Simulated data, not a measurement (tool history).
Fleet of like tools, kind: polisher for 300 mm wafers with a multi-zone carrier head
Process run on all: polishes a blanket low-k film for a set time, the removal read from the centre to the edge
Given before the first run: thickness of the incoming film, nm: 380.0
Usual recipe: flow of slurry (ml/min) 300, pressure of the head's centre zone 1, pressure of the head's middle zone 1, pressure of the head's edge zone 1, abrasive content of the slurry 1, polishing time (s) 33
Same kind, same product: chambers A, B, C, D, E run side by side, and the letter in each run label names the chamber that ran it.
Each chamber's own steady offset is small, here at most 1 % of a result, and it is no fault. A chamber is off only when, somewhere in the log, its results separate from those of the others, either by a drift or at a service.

run	day	flow of slurry (ml/min)	pressure of the head's centre zone	pressure of the head's middle zone	pressure of the head's edge zone	abrasive content of the slurry	polishing time (s)	wafers polished on this pad	hours since the slurry nozzle was cleaned	hours since the centre zone pressure was calibrated	hours since the edge zone pressure was calibrated	film removed at the wafer's centre (Å)	film removed at mid-radius (Å)	film removed at the wafer's edge (Å)
# day 0.025: chamber C: worn pad replaced by a new one
1E	0.279	300	1	1	1	1	33	1438	252.4	475.4	22.4	123.06	126.44	125.85
# day 0.354: chamber E: worn pad replaced by a new one
# day 0.4: chamber A: worn pad replaced by a new one
2C	0.558	300	1	1	1	1	33	132	294.7	426.7	755.1	125.71	131.86	131.07
3B	0.833	300	1	1	1	1	33	219	584.9	79.4	494.9	127.63	125.26	127.54
4A	1.083	300	1	1	1	1	33	168	288.9	1068.5	28	129.18	126.84	128.25
5D	1.404	300	1	1	1.05	1	33	686	236.3	1413.8	179.8	124.38	127.2	130.89
6C	1.592	300	1	1	1.05	1	33	386	319.5	451.5	779.9	125.53	127.96	133.8
7A	1.85	300	1	1	1.05	1	33	357	307.3	1086.9	46.4	131.37	127.76	130.51
8D	2.025	300	1	1	1.05	1	33	839	251.2	1428.7	194.7	128.68	129.18	132.62
9E	2.212	300	1	1	1.05	1	33	457	298.8	521.8	68.8	125.9	128.56	131.74
10B	2.496	340	1	1	1	1	33	628	624.8	119.3	534.8	130.11	128.81	127.77
11A	2.662	340	1	1	1	1	33	557	326.8	1106.4	65.9	132.09	129.59	128.09
# day 2.788: chamber A: centre zone pressure recalibrated
# day 2.888: chamber D: worn pad replaced by a new one
12C	2.95	340	1	1	1	1	33	720	352.1	484.1	812.5	129.08	130.74	130.5
13E	3.238	340	1	1	1	1	33	710	323.4	546.4	93.4	129.23	126.62	130.51
14D	3.383	340	1	1	1	1	33	122	283.8	1461.3	227.3	127.45	131.57	129.17
# day 3.621: chamber D: centre zone pressure recalibrated
15B	3.642	300	1	1	1	1	33	910	652.3	146.8	562.3	126.62	126.48	126.35
# day 3.712: chamber B: worn pad replaced by a new one
# day 3.95: chamber C: edge zone pressure recalibrated
16B	3.962	300	1	1	1	1	33	61	660	154.5	570	125.51	125.91	128.79
# day 4.012: chamber C: worn pad replaced by a new one
17A	4.171	300	1	1	1	1	33	928	363	33.2	102.1	140.24	130.68	127.28
18D	4.379	300	1	1	1	1	33	368	307.7	18.3	251.2	127.79	125.34	129.65
19C	4.629	300	1	1	1	1	43	152	392.4	524.4	16.4	164.62	169.92	168.23
20E	4.879	300	1	1	1	1	43	1114	362.8	585.8	132.8	162.29	166.09	163.4
21D	5.054	300	1	1	1	1	43	534	323.9	34.5	267.4	161.75	169.63	167.11
# day 5.254: chamber A: worn pad replaced by a new one
22C	5.367	300	1	1	1	1	43	333	410.1	542.1	34.1	169.42	171.32	164.97
# day 5.454: chamber E: worn pad replaced by a new one
23B	5.583	300	1	1	1	1	43	460	698.9	193.4	608.9	170.32	163.37	165.97
24A	5.767	210	1	1	1	0.9	33	127	401.3	71.5	140.4	124.37	116.71	118.7
25E	5.925	210	1	1	1	0.9	33	116	387.9	610.9	157.9	115.34	116.2	119.49
26A	6.071	210	1	1	1	0.9	33	201	408.6	78.8	147.7	126.95	116.74	117.25
27B	6.279	210	1	1	1	0.9	33	631	715.6	210.1	625.6	115.92	115.21	117.38
# day 6.408: chamber C: centre zone pressure recalibrated
28D	6.55	210	1	1	1	0.9	33	902	359.8	70.4	303.3	117.54	116.2	119.11
# day 6.558: chamber D: worn pad replaced by a new one
29E	6.762	300	1	1.04	1	1	28	322	408	631	178	113.16	111.96	110.09
# day 6.946: chamber B: worn pad replaced by a new one
30C	7.025	300	1	1.04	1	1	28	741	449.9	14.9	73.9	111.3	112.53	110.63
31C	7.258	300	1	1.04	1	1	28	799	455.5	20.5	79.5	111.17	112.92	109.99
32B	7.508	300	1	1.04	1	1	28	139	745.1	239.6	655.1	108.95	112.03	109.42
33E	7.662	300	1	1.04	1	1	28	543	429.6	652.6	199.6	105.41	112.58	112.12
34D	7.862	300	1	1	1	1	33	320	391.3	101.9	334.8	129.11	128.62	130.66
35A	8.008	300	1	1	1	1	33	678	455.1	125.3	194.2	138.83	128.66	126.45
36D	8.258	225	1	1	1	1	33	418	400.8	111.4	344.3	123.72	123.04	125.07
37B	8.458	225	1	1	1	1	33	373	767.9	262.4	677.9	124.75	120.02	123.66

Each of the 5 chambers runs these same settings next. Fill in every chamber's results:
38A	8.692	300	1	1	0.89	1	33					?	?	?
38B	8.692	300	1	1	0.89	1	33					?	?	?
38C	8.692	300	1	1	0.89	1	33					?	?	?
38D	8.692	300	1	1	0.89	1	33					?	?	?
38E	8.692	300	1	1	0.89	1	33					?	?	?

run	film removed at the wafer's centre (Å)	film removed at mid-radius (Å)	film removed at the wafer's edge (Å)
38A	136.81	127.57	119.21
38B	129.33	126.58	119.7
38C	127.84	129.15	122.47
38D	126.49	130.15	120.93
38E	126.47	130.51	120.2
